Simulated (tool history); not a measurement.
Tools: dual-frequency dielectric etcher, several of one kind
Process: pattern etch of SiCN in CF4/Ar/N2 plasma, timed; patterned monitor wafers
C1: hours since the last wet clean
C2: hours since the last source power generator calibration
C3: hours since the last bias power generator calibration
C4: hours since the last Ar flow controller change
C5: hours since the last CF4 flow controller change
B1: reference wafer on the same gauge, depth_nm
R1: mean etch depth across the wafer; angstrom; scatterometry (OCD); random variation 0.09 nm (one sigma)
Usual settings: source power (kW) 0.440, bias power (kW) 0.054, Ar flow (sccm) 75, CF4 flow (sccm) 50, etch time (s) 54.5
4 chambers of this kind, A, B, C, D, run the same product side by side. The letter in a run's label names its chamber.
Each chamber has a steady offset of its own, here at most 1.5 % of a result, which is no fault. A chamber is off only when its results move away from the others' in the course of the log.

run 1A hour=10.7 | source_power_(kW)=0.440 bias_power_(kW)=0.054 Ar_flow_(sccm)=75 CF4_flow_(sccm)=50 etch_time_(s)=54.5 | C1=400.0 C2=1189.3 C3=2821.0 C4=422.8 C5=321.9 | B1=40.299 | R1=406.74
run 2D hour=17.1 | source_power_(kW)=0.440 bias_power_(kW)=0.054 Ar_flow_(sccm)=75 CF4_flow_(sccm)=50 etch_time_(s)=54.5 | C1=533.2 C2=1921.3 C3=4303.7 C4=2957.4 C5=709.7 | B1=40.288 | R1=409.40
run 3B hour=24.9 | source_power_(kW)=0.440 bias_power_(kW)=0.054 Ar_flow_(sccm)=75 CF4_flow_(sccm)=50 etch_time_(s)=54.5 | C1=385.3 C2=862.9 C3=438.4 C4=743.2 C5=2546.5 | B1=40.287 | R1=415.67
-- hour=30.1 chamber D: wet clean of the chamber
run 4C hour=35.3 | source_power_(kW)=0.440 bias_power_(kW)=0.054 Ar_flow_(sccm)=75 CF4_flow_(sccm)=50 etch_time_(s)=54.5 | C1=168.1 C2=1366.1 C3=505.3 C4=2722.3 C5=613.3 | B1=40.307 | R1=416.38
run 5C hour=45.2 | source_power_(kW)=0.360 bias_power_(kW)=0.054 Ar_flow_(sccm)=75 CF4_flow_(sccm)=55 etch_time_(s)=54.5 | C1=178.0 C2=1376.0 C3=515.2 C4=2732.2 C5=623.2 | B1=40.314 | R1=351.92
run 6B hour=54.0 | source_power_(kW)=0.360 bias_power_(kW)=0.054 Ar_flow_(sccm)=75 CF4_flow_(sccm)=55 etch_time_(s)=54.5 | C1=414.4 C2=892.0 C3=467.5 C4=772.3 C5=2575.6 | B1=40.308 | R1=352.65
run 7A hour=59.7 | source_power_(kW)=0.360 bias_power_(kW)=0.054 Ar_flow_(sccm)=75 CF4_flow_(sccm)=55 etch_time_(s)=54.5 | C1=449.0 C2=1238.3 C3=2870.0 C4=471.8 C5=370.9 | B1=40.300 | R1=348.41
run 8D hour=68.2 | source_power_(kW)=0.360 bias_power_(kW)=0.054 Ar_flow_(sccm)=75 CF4_flow_(sccm)=55 etch_time_(s)=54.5 | C1=38.1 C2=1972.4 C3=4354.8 C4=3008.5 C5=760.8 | B1=40.306 | R1=346.77
run 9C hour=76.7 | source_power_(kW)=0.440 bias_power_(kW)=0.054 Ar_flow_(sccm)=75 CF4_flow_(sccm)=42 etch_time_(s)=62.0 | C1=209.5 C2=1407.5 C3=546.7 C4=2763.7 C5=654.7 | B1=40.316 | R1=459.72
run 10B hour=87.2 | source_power_(kW)=0.440 bias_power_(kW)=0.054 Ar_flow_(sccm)=75 CF4_flow_(sccm)=42 etch_time_(s)=62.0 | C1=447.6 C2=925.2 C3=500.7 C4=805.5 C5=2608.8 | B1=40.297 | R1=458.35
run 11D hour=97.2 | source_power_(kW)=0.440 bias_power_(kW)=0.054 Ar_flow_(sccm)=75 CF4_flow_(sccm)=42 etch_time_(s)=62.0 | C1=67.1 C2=2001.4 C3=4383.8 C4=3037.5 C5=789.8 | B1=40.289 | R1=450.16
run 12A hour=102.8 | source_power_(kW)=0.440 bias_power_(kW)=0.054 Ar_flow_(sccm)=75 CF4_flow_(sccm)=42 etch_time_(s)=62.0 | C1=492.1 C2=1281.4 C3=2913.1 C4=514.9 C5=414.0 | B1=40.305 | R1=449.37
run 13C hour=109.6 | source_power_(kW)=0.440 bias_power_(kW)=0.054 Ar_flow_(sccm)=75 CF4_flow_(sccm)=50 etch_time_(s)=54.5 | C1=242.4 C2=1440.4 C3=579.6 C4=2796.6 C5=687.6 | B1=40.314 | R1=416.79
run 14B hour=122.0 | source_power_(kW)=0.440 bias_power_(kW)=0.054 Ar_flow_(sccm)=75 CF4_flow_(sccm)=50 etch_time_(s)=54.5 | C1=482.4 C2=960.0 C3=535.5 C4=840.3 C5=2643.6 | B1=40.306 | R1=415.67
run 15D hour=131.9 | source_power_(kW)=0.440 bias_power_(kW)=0.054 Ar_flow_(sccm)=75 CF4_flow_(sccm)=50 etch_time_(s)=54.5 | C1=101.8 C2=2036.1 C3=4418.5 C4=3072.2 C5=824.5 | B1=40.297 | R1=407.72
run 16A hour=137.6 | source_power_(kW)=0.440 bias_power_(kW)=0.054 Ar_flow_(sccm)=75 CF4_flow_(sccm)=50 etch_time_(s)=54.5 | C1=526.9 C2=1316.2 C3=2947.9 C4=549.7 C5=448.8 | B1=40.316 | R1=408.79
run 17A hour=147.8 | source_power_(kW)=0.440 bias_power_(kW)=0.054 Ar_flow_(sccm)=75 CF4_flow_(sccm)=50 etch_time_(s)=54.5 | C1=537.1 C2=1326.4 C3=2958.1 C4=559.9 C5=459.0 | B1=40.304 | R1=408.46
run 18C hour=159.7 | source_power_(kW)=0.440 bias_power_(kW)=0.054 Ar_flow_(sccm)=75 CF4_flow_(sccm)=50 etch_time_(s)=54.5 | C1=292.5 C2=1490.5 C3=629.7 C4=2846.7 C5=737.7 | B1=40.308 | R1=416.50
run 19D hour=167.8 | source_power_(kW)=0.440 bias_power_(kW)=0.054 Ar_flow_(sccm)=75 CF4_flow_(sccm)=43 etch_time_(s)=54.5 | C1=137.7 C2=2072.0 C3=4454.4 C4=3108.1 C5=860.4 | B1=40.298 | R1=399.95
run 20B hour=176.0 | source_power_(kW)=0.440 bias_power_(kW)=0.054 Ar_flow_(sccm)=75 CF4_flow_(sccm)=43 etch_time_(s)=54.5 | C1=536.4 C2=1014.0 C3=589.5 C4=894.3 C5=2697.6 | B1=40.311 | R1=407.18
run 21D hour=186.9 | source_power_(kW)=0.440 bias_power_(kW)=0.054 Ar_flow_(sccm)=75 CF4_flow_(sccm)=43 etch_time_(s)=54.5 | C1=156.8 C2=2091.1 C3=4473.5 C4=3127.2 C5=879.5 | B1=40.292 | R1=398.89
run 22B hour=192.6 | source_power_(kW)=0.440 bias_power_(kW)=0.054 Ar_flow_(sccm)=75 CF4_flow_(sccm)=43 etch_time_(s)=54.5 | C1=553.0 C2=1030.6 C3=606.1 C4=910.9 C5=2714.2 | B1=40.288 | R1=408.60
run 23C hour=201.7 | source_power_(kW)=0.440 bias_power_(kW)=0.054 Ar_flow_(sccm)=75 CF4_flow_(sccm)=50 etch_time_(s)=54.5 | C1=334.5 C2=1532.5 C3=671.7 C4=2888.7 C5=779.7 | B1=40.301 | R1=415.73
-- hour=208.0 chamber A: wet clean of the chamber
run 24A hour=208.4 | source_power_(kW)=0.440 bias_power_(kW)=0.054 Ar_flow_(sccm)=75 CF4_flow_(sccm)=50 etch_time_(s)=54.5 | C1=0.4 C2=1387.0 C3=3018.7 C4=620.5 C5=519.6 | B1=40.281 | R1=408.07
run 25B hour=218.5 | source_power_(kW)=0.440 bias_power_(kW)=0.054 Ar_flow_(sccm)=75 CF4_flow_(sccm)=50 etch_time_(s)=54.5 | C1=578.9 C2=1056.5 C3=632.0 C4=936.8 C5=2740.1 | B1=40.293 | R1=420.69
run 26C hour=230.0 | source_power_(kW)=0.440 bias_power_(kW)=0.054 Ar_flow_(sccm)=75 CF4_flow_(sccm)=50 etch_time_(s)=54.5 | C1=362.8 C2=1560.8 C3=700.0 C4=2917.0 C5=808.0 | B1=40.307 | R1=415.95
run 27A hour=240.9 | source_power_(kW)=0.440 bias_power_(kW)=0.054 Ar_flow_(sccm)=75 CF4_flow_(sccm)=50 etch_time_(s)=54.5 | C1=32.9 C2=1419.5 C3=3051.2 C4=653.0 C5=552.1 | B1=40.304 | R1=408.45
run 28D hour=249.5 | source_power_(kW)=0.440 bias_power_(kW)=0.054 Ar_flow_(sccm)=75 CF4_flow_(sccm)=50 etch_time_(s)=54.5 | C1=219.4 C2=2153.7 C3=4536.1 C4=3189.8 C5=942.1 | B1=40.289 | R1=408.40

All 4 chambers run these settings next. Forecast each chamber's results:
run 29A hour=258.4 | source_power_(kW)=0.440 bias_power_(kW)=0.054 Ar_flow_(sccm)=75 CF4_flow_(sccm)=50 etch_time_(s)=54.5 | R1=?
run 29B hour=258.4 | source_power_(kW)=0.440 bias_power_(kW)=0.054 Ar_flow_(sccm)=75 CF4_flow_(sccm)=50 etch_time_(s)=54.5 | R1=?
run 29C hour=258.4 | source_power_(kW)=0.440 bias_power_(kW)=0.054 Ar_flow_(sccm)=75 CF4_flow_(sccm)=50 etch_time_(s)=54.5 | R1=?
run 29D hour=258.4 | source_power_(kW)=0.440 bias_power_(kW)=0.054 Ar_flow_(sccm)=75 CF4_flow_(sccm)=50 etch_time_(s)=54.5 | R1=?

run=29A R1=407.59
run=29B R1=420.88
run=29C R1=415.43
run=29D R1=408.43
